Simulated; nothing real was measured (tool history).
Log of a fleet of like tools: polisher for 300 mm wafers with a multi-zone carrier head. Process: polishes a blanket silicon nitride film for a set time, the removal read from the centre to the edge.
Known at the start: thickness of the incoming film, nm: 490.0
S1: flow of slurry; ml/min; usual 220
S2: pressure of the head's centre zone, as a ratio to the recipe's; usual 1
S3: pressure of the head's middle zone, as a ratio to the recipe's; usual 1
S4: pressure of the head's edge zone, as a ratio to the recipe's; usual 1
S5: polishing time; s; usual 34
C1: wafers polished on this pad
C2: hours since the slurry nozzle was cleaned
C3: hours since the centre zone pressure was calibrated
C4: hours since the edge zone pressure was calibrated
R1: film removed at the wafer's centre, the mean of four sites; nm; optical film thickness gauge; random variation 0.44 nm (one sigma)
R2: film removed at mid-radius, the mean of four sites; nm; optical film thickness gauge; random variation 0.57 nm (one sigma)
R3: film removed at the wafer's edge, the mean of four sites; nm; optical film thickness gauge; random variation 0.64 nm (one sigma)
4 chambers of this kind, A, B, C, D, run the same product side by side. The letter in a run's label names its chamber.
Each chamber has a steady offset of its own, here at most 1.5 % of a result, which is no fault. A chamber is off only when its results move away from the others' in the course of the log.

run	hour	S1	S2	S3	S4	S5	C1	C2	C3	C4	R1	R2	R3
1A	5.4	220	1	1	1	34	642	190.2	57.5	507.1	45.646	46.262	46.267
# hour 9.8: chamber D: worn pad replaced by a new one
2B	10	220	1	1	1	34	94	524.2	432.8	140.2	46.853	44.882	46.018
3C	19	220	1	1	1	34	203	171	147.4	783.2	45.804	44.883	45.459
4D	23.1	220	1	1	1	34	96	246.9	151.6	274.1	45.564	46.902	46.387
5A	30.9	220	1	1	1	34	827	215.7	83	532.6	44.612	45.333	45.81
6D	39.8	220	1	1	1	34	217	263.6	168.3	290.8	46.377	45.991	45.753
# hour 40.4: chamber B: centre zone pressure recalibrated
7B	47.1	220	1	1	1	34	363	561.3	6.8	177.3	45.643	44.441	45.15
8C	52	220	1	1	1	34	442	204	180.4	816.2	45.29	44.9	45.417
# hour 59.3: chamber A: worn pad replaced by a new one
9B	60.8	220	1	1	1	34	462	575	20.5	191	46.221	45.06	45.94
10C	67.9	220	1	1	1	34	557	219.9	196.3	832.1	45.892	45.898	45.14
11D	75.8	220	1	1	1	34	477	299.6	204.3	326.8	45.662	45.222	46.295
# hour 81.6: chamber B: worn pad replaced by a new one
12A	82	220	1	1	1	28	164	266.8	134.1	583.7	37.471	38.117	37.534
# hour 86.3: chamber B: slurry nozzle cleaned
13B	91	220	1	1	1	28	68	4.8	50.7	221.2	37.86	38.128	37.866
14A	99.2	220	1	1	1	28	289	284	151.3	600.9	37.917	37.6	38.127
15C	103.9	220	1	1	1	28	818	255.9	232.3	868.1	38.549	37.113	37.927
16D	110.2	220	1	1	1	34	726	334	238.7	361.2	45.335	45.855	44.793
17B	115	220	1	1	1	34	241	28.8	74.7	245.2	45.577	45.328	46.391
# hour 118.6: chamber D: worn pad replaced by a new one
18C	119.2	220	1	1.08	1	24	928	271.2	247.6	883.4	32.336	34.721	32.315
19D	124.3	220	1	1.08	1	24	41	348.1	252.8	375.3	31.467	34.117	32.071
20A	130.9	220	1	1.08	1	24	518	315.7	183	632.6	32.206	34.469	32.224
21A	138.2	220	1	1.08	1	24	571	323	190.3	639.9	31.953	34.937	32.886
22B	146.9	220	1	1	1	34	472	60.7	106.6	277.1	46.471	45.941	46.965
# hour 152.8: chamber B: worn pad replaced by a new one
23D	156.1	220	1	1	1	34	271	379.9	284.6	407.1	44.69	46.097	45.938
24C	164.7	220	1	1	1	28	1258	316.7	293.1	928.9	37.39	37.273	39.325
25C	170.8	220	1	1	1	28	1302	322.8	299.2	935	37.465	37.353	38.443
# hour 175: chamber A: worn pad replaced by a new one
26B	176.8	220	1	1	1	28	174	90.6	136.5	307	37.691	37.154	37.502
27D	181.8	220	1	1	1	28	457	405.6	310.3	432.8	37.767	38.472	38.042
28A	189.7	220	1	1	1	34	107	374.5	241.8	691.4	45.405	46.508	45.994
29D	196.8	220	1	1	1	34	566	420.6	325.3	447.8	45.371	46.91	44.332
30A	201.5	220	1	1	1	34	192	386.3	253.6	703.2	45.853	44.883	45.612
31B	205.8	220	1	1	1	34	383	119.6	165.5	336	45.867	44.827	45.838

What goes on in this fleet: one chamber off, a drifting gauge, or nothing beyond the chambers' own small offsets? Name the chamber and the cause, if any.

No chamber stands off beyond its own small offset, and the gauge holds steady.
